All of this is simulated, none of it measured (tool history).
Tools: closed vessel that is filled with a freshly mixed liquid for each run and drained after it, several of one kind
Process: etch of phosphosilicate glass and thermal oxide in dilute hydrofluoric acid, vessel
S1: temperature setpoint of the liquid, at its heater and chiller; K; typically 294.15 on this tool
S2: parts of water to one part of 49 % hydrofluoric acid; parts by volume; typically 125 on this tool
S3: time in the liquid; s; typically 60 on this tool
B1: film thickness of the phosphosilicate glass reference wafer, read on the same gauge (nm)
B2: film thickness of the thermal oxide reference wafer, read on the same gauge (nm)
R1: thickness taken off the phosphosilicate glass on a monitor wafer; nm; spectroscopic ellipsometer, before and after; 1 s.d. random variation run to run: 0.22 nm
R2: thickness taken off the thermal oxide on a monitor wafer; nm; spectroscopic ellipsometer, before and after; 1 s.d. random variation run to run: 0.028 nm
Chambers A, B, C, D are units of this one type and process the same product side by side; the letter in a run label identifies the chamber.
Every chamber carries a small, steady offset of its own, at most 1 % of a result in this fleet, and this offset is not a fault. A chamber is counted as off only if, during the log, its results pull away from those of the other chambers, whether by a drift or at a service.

run 1A hour=3.9 | S1=294.15 S2=125 S3=60 | B1=40.022 B2=119.98 | R1=46.164 R2=1.9824
run 2B hour=8.2 | S1=294.15 S2=125 S3=60 | B1=40.000 B2=120.01 | R1=46.186 R2=1.9843
run 3C hour=13.1 | S1=294.15 S2=125 S3=60 | B1=40.049 B2=120.02 | R1=46.398 R2=1.9552
run 4D hour=17.6 | S1=294.15 S2=125 S3=60 | B1=40.001 B2=119.99 | R1=45.955 R2=2.0022
run 5B hour=24.6 | S1=294.15 S2=125 S3=60 | B1=40.010 B2=119.98 | R1=46.382 R2=1.9742
run 6C hour=29.6 | S1=294.15 S2=125 S3=45 | B1=39.985 B2=120.01 | R1=35.189 R2=1.5178
run 7A hour=34.1 | S1=294.15 S2=125 S3=45 | B1=40.023 B2=119.99 | R1=34.140 R2=1.5093
run 8D hour=38.2 | S1=294.15 S2=125 S3=45 | B1=39.974 B2=120.00 | R1=34.816 R2=1.4696
run 9D hour=44.4 | S1=294.15 S2=125 S3=45 | B1=40.003 B2=120.01 | R1=34.660 R2=1.4974
run 10B hour=48.7 | S1=294.15 S2=125 S3=60 | B1=39.990 B2=120.02 | R1=46.540 R2=1.9417
run 11C hour=52.2 | S1=294.15 S2=125 S3=60 | B1=39.988 B2=120.00 | R1=46.414 R2=1.9410
run 12A hour=58.0 | S1=294.15 S2=125 S3=60 | B1=39.970 B2=119.98 | R1=45.944 R2=2.0150
run 13B hour=64.4 | S1=294.15 S2=125 S3=60 | B1=39.957 B2=119.99 | R1=46.688 R2=1.9774
run 14D hour=71.2 | S1=298.65 S2=125 S3=35 | B1=40.009 B2=120.00 | R1=32.299 R2=1.3577
run 15C hour=77.3 | S1=298.65 S2=125 S3=35 | B1=39.990 B2=120.01 | R1=32.143 R2=1.3482
-- hour=78.0 chamber C: hydrofluoric acid flow meter replaced
run 16A hour=81.3 | S1=298.65 S2=125 S3=35 | B1=39.997 B2=120.01 | R1=31.894 R2=1.3822
run 17A hour=86.8 | S1=298.65 S2=125 S3=35 | B1=40.026 B2=120.00 | R1=31.917 R2=1.3690
run 18C hour=93.6 | S1=294.15 S2=125 S3=60 | B1=40.021 B2=119.99 | R1=46.375 R2=1.9270
run 19B hour=97.6 | S1=294.15 S2=125 S3=60 | B1=39.984 B2=120.02 | R1=46.021 R2=1.9933
run 20D hour=101.7 | S1=294.15 S2=125 S3=60 | B1=40.025 B2=120.00 | R1=46.125 R2=1.9521
run 21C hour=104.7 | S1=294.15 S2=125 S3=60 | B1=39.966 B2=119.97 | R1=46.034 R2=1.9398
run 22D hour=110.0 | S1=294.15 S2=125 S3=60 | B1=40.050 B2=120.00 | R1=46.237 R2=1.9975
run 23B hour=113.4 | S1=294.15 S2=125 S3=60 | B1=40.026 B2=119.99 | R1=45.988 R2=1.9773
run 24A hour=120.0 | S1=294.15 S2=125 S3=60 | B1=39.961 B2=120.01 | R1=45.560 R2=1.9667
run 25A hour=125.3 | S1=294.15 S2=125 S3=60 | B1=39.991 B2=120.01 | R1=45.702 R2=1.9865
run 26C hour=131.2 | S1=294.15 S2=125 S3=60 | B1=39.992 B2=120.00 | R1=46.573 R2=1.9596
run 27D hour=137.8 | S1=294.15 S2=125 S3=60 | B1=39.998 B2=120.01 | R1=46.542 R2=1.9683
run 28B hour=143.6 | S1=294.15 S2=125 S3=60 | B1=40.021 B2=119.99 | R1=46.652 R2=1.9408
run 29B hour=148.9 | S1=294.15 S2=125 S3=60 | B1=39.973 B2=120.01 | R1=46.444 R2=1.9688
run 30D hour=152.7 | S1=294.15 S2=125 S3=60 | B1=40.032 B2=119.99 | R1=46.176 R2=1.9749
run 31C hour=156.1 | S1=295.65 S2=125 S3=60 | B1=39.995 B2=119.98 | R1=49.201 R2=2.1254
run 32A hour=162.6 | S1=295.65 S2=125 S3=60 | B1=39.982 B2=120.02 | R1=48.613 R2=2.0246
run 33D hour=168.2 | S1=295.65 S2=125 S3=60 | B1=40.019 B2=119.99 | R1=49.339 R2=2.1100
run 34B hour=174.9 | S1=295.65 S2=125 S3=60 | B1=40.007 B2=120.00 | R1=49.503 R2=2.0969
run 35A hour=179.7 | S1=294.15 S2=125 S3=60 | B1=40.004 B2=120.01 | R1=45.882 R2=1.9712
run 36C hour=184.0 | S1=296.15 S2=80 S3=60 | B1=39.999 B2=119.99 | R1=82.070 R2=3.4535
run 37B hour=188.4 | S1=296.15 S2=80 S3=60 | B1=40.021 B2=120.00 | R1=82.148 R2=3.4399
run 38C hour=194.0 | S1=296.15 S2=80 S3=60 | B1=40.041 B2=119.99 | R1=81.772 R2=3.5225
run 39D hour=198.5 | S1=296.15 S2=80 S3=60 | B1=39.967 B2=119.99 | R1=82.870 R2=3.6082
run 40A hour=202.6 | S1=294.15 S2=125 S3=60 | B1=40.011 B2=119.99 | R1=45.901 R2=1.9699
run 41A hour=205.8 | S1=294.15 S2=125 S3=60 | B1=40.016 B2=120.01 | R1=45.597 R2=2.0019
run 42C hour=211.3 | S1=294.15 S2=125 S3=60 | B1=39.952 B2=120.01 | R1=46.898 R2=1.8771

All 4 chambers run these settings next. Forecast each chamber's results:
run 43A hour=216.4 | S1=294.15 S2=125 S3=60 | R1=? R2=?
run 43B hour=216.4 | S1=294.15 S2=125 S3=60 | R1=? R2=?
run 43C hour=216.4 | S1=294.15 S2=125 S3=60 | R1=? R2=?
run 43D hour=216.4 | S1=294.15 S2=125 S3=60 | R1=? R2=?

run=43A R1=45.735 R2=1.9997
run=43B R1=46.025 R2=1.9637
run=43C R1=46.535 R2=1.9604
run=43D R1=46.360 R2=2.0152

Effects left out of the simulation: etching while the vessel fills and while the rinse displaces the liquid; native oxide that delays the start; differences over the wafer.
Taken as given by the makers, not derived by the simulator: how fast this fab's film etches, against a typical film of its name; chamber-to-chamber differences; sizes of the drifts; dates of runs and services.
